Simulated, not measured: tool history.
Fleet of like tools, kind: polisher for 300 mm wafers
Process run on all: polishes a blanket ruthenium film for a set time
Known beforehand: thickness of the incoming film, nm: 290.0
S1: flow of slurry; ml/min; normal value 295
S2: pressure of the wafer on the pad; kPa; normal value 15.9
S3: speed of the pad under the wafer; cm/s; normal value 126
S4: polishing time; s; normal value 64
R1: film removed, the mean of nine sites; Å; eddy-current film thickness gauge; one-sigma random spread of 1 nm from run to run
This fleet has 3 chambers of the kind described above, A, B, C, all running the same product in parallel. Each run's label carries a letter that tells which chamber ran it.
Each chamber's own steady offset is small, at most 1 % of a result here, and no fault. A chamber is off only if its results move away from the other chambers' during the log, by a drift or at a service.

run,hour,S1,S2,S3,S4,R1
# hour 3.4: chamber C: worn pad replaced by a new one
1A,5.1,295,15.9,126,64,1114.3
2B,9.3,295,15.9,126,64,1074.4
3C,14.8,295,15.9,126,64,1114.1
4A,20.6,295,15.9,126,64,1080.7
5B,23.6,295,15.9,126,64,1110.2
6C,28.7,295,15.9,126,64,1131.6
# hour 31.7: chamber A: slurry nozzle cleaned
7B,33,295,15.9,126,64,1090.2
8A,36.3,295,15.9,126,64,1098.4
9C,41.8,295,15.9,126,64,1122.9
10C,45.2,295,15.9,126,64,1134.1
11A,50.5,295,15.9,126,64,1053.2
12B,54.7,295,15.9,126,64,1111.5
13A,59.2,295,15.9,126,64,1055.7
14B,61.9,295,15.9,126,64,1106.5
15C,66.5,295,15.9,126,64,1110.6
16B,70.6,295,15.9,126,64,1096.3
17C,74.6,295,15.9,126,64,1120.5
18A,79.9,295,15.9,126,64,1045.1
19A,84.7,295,15.9,126,64,1055.3
20C,88.7,295,15.9,126,64,1106.3
21B,92.4,255,15.9,104,64,894.22
22C,96.7,255,15.9,104,64,911.8
# hour 97.8: chamber B: worn pad replaced by a new one
23A,102,255,15.9,104,64,834.15
24B,107.3,295,20,126,64,1408.2
# hour 108.3: chamber C: worn pad replaced by a new one
25A,112.1,295,20,126,64,1285.7
# hour 114.1: chamber A: head pressure recalibrated
26C,116,295,20,126,64,1398.6
27B,121.6,295,15.9,126,64,1091.4
28C,124.8,295,15.9,100,64,882.72
29B,129.8,295,15.9,100,64,873.73
30A,133.8,295,15.9,100,64,810.29
31B,139.3,295,15.9,126,64,1095.7
32A,145.2,295,15.9,126,64,987.48
33C,149.1,295,15.9,126,64,1110.4

One chamber off, gauge drift, or nothing amiss beyond the chambers' own small offsets? If it is a chamber, which one, and what is the likeliest cause?

One chamber, A, drifts off from the rest bit by bit.
Likeliest cause: removal rate lost through wear of the pad, % = 12.3.

Here are 4 candidates for chamber A's next run, each the usual settings with a change, their results left as question marks. Which one brings its results back in line with what the others give on the usual settings?
Counts as in line when no further than this from what the other chambers average on the usual settings: R1 36 Å
34A-1,153.3,295,14.5,114,64,?
34A-2,153.3,295,17.9,126,64,?
34A-3,153.3,290,15.9,112,64,?
34A-4,153.3,295,15.9,140,71,?

Mean of the other chambers on the usual settings: R1 1108.2 Å
run,R1
34A-1,812.6
34A-2,1115.4
34A-3,873.31
34A-4,1217.1
With 34A-2, the chamber falls back in line with the rest.
